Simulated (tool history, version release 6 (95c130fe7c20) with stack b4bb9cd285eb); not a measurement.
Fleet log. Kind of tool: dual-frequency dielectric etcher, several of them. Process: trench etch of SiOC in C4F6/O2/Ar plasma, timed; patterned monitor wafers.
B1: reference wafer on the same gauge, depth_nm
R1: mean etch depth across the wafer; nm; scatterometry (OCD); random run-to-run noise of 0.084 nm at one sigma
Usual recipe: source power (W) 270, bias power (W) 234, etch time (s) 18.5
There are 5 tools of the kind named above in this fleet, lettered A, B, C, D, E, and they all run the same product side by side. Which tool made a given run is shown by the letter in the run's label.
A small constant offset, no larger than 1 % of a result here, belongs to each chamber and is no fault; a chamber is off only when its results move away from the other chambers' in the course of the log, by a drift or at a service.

Run 1E, hour 10.3: usual settings; B1 32.190. Result: R1 36.095 nm.
Run 2C, hour 19.7: usual settings; B1 32.217. Result: R1 36.044 nm.
Run 3D, hour 30.0: usual settings; B1 32.207. Result: R1 36.333 nm.
Run 4A, hour 43.4: usual settings; B1 32.211. Result: R1 35.950 nm.
Run 5B, hour 55.0: usual settings; B1 32.191. Result: R1 36.141 nm.
Run 6B, hour 66.6: usual settings; B1 32.188. Result: R1 35.916 nm.
Run 7C, hour 75.8: usual settings; B1 32.193. Result: R1 35.968 nm.
Run 8A, hour 90.9: usual settings; B1 32.218. Result: R1 36.101 nm.
Run 9D, hour 106.1: usual settings; B1 32.217. Result: R1 36.304 nm.
At hour 108.8: chamber C: source power generator calibrated.
Run 10E, hour 118.9: usual settings; B1 32.211. Result: R1 35.895 nm.
At hour 120.8: chamber B: bias power generator calibrated.
Run 11A, hour 126.7: usual settings; B1 32.192. Result: R1 36.024 nm.
At hour 127.8: chamber D: wet clean of the chamber.
At hour 129.4: chamber E: wet clean of the chamber.
Run 12D, hour 137.2: usual settings; B1 32.210. Result: R1 36.239 nm.
Run 13E, hour 147.9: usual settings; B1 32.195. Result: R1 35.898 nm.
Run 14B, hour 162.2: usual settings; B1 32.202. Result: R1 35.983 nm.
Run 15C, hour 174.0: usual settings; B1 32.180. Result: R1 36.014 nm.
Run 16D, hour 186.1: usual settings; B1 32.195. Result: R1 36.252 nm.
At hour 190.1: chamber B: wet clean of the chamber.
Run 17B, hour 199.9: usual settings; B1 32.188. Result: R1 36.101 nm.
At hour 201.3: chamber C: wet clean of the chamber.
Run 18A, hour 211.8: usual settings; B1 32.206. Result: R1 36.015 nm.
Run 19E, hour 225.3: usual settings; B1 32.206. Result: R1 35.767 nm.
Run 20C, hour 232.4: usual settings but source power (W) 210, etch time (s) 22.0; B1 32.206. Result: R1 37.980 nm.
At hour 233.4: chamber B: source power generator calibrated.
Run 21A, hour 243.8: usual settings but source power (W) 210, etch time (s) 22.0; B1 32.188. Result: R1 38.688 nm.
Run 22D, hour 253.7: usual settings but source power (W) 210, etch time (s) 22.0; B1 32.206. Result: R1 39.141 nm.
Run 23C, hour 263.6: usual settings but source power (W) 210, etch time (s) 22.0; B1 32.212. Result: R1 37.957 nm.
At hour 268.3: chamber D: bias power generator calibrated.
Run 24E, hour 274.2: usual settings but source power (W) 210, etch time (s) 22.0; B1 32.201. Result: R1 38.891 nm.
Run 25B, hour 286.3: usual settings; B1 32.204. Result: R1 36.173 nm.
Run 26C, hour 301.0: usual settings; B1 32.196. Result: R1 35.258 nm.
Run 27B, hour 313.2: usual settings but source power (W) 230, bias power (W) 282; B1 32.212. Result: R1 36.230 nm.
Run 28D, hour 328.4: usual settings but source power (W) 230, bias power (W) 282; B1 32.199. Result: R1 36.374 nm.
Run 29E, hour 343.8: usual settings but source power (W) 230, bias power (W) 282; B1 32.213. Result: R1 36.265 nm.
Run 30A, hour 357.2: usual settings but source power (W) 230, bias power (W) 282; B1 32.197. Result: R1 36.208 nm.
Run 31B, hour 371.3: usual settings but source power (W) 230, bias power (W) 282; B1 32.192. Result: R1 36.243 nm.
Run 32E, hour 383.7: usual settings; B1 32.201. Result: R1 35.991 nm.

All chambers now run identical settings, listed one chamber a line with results as question marks. What results will each chamber show?
Run 33A, hour 394.7: usual settings. Result: R1 ?.
Run 33B, hour 394.7: usual settings. Result: R1 ?.
Run 33C, hour 394.7: usual settings. Result: R1 ?.
Run 33D, hour 394.7: usual settings. Result: R1 ?.
Run 33E, hour 394.7: usual settings. Result: R1 ?.

run      R1
33A  35.899
33B  35.975
33C  35.306
33D  36.385
33E  35.998
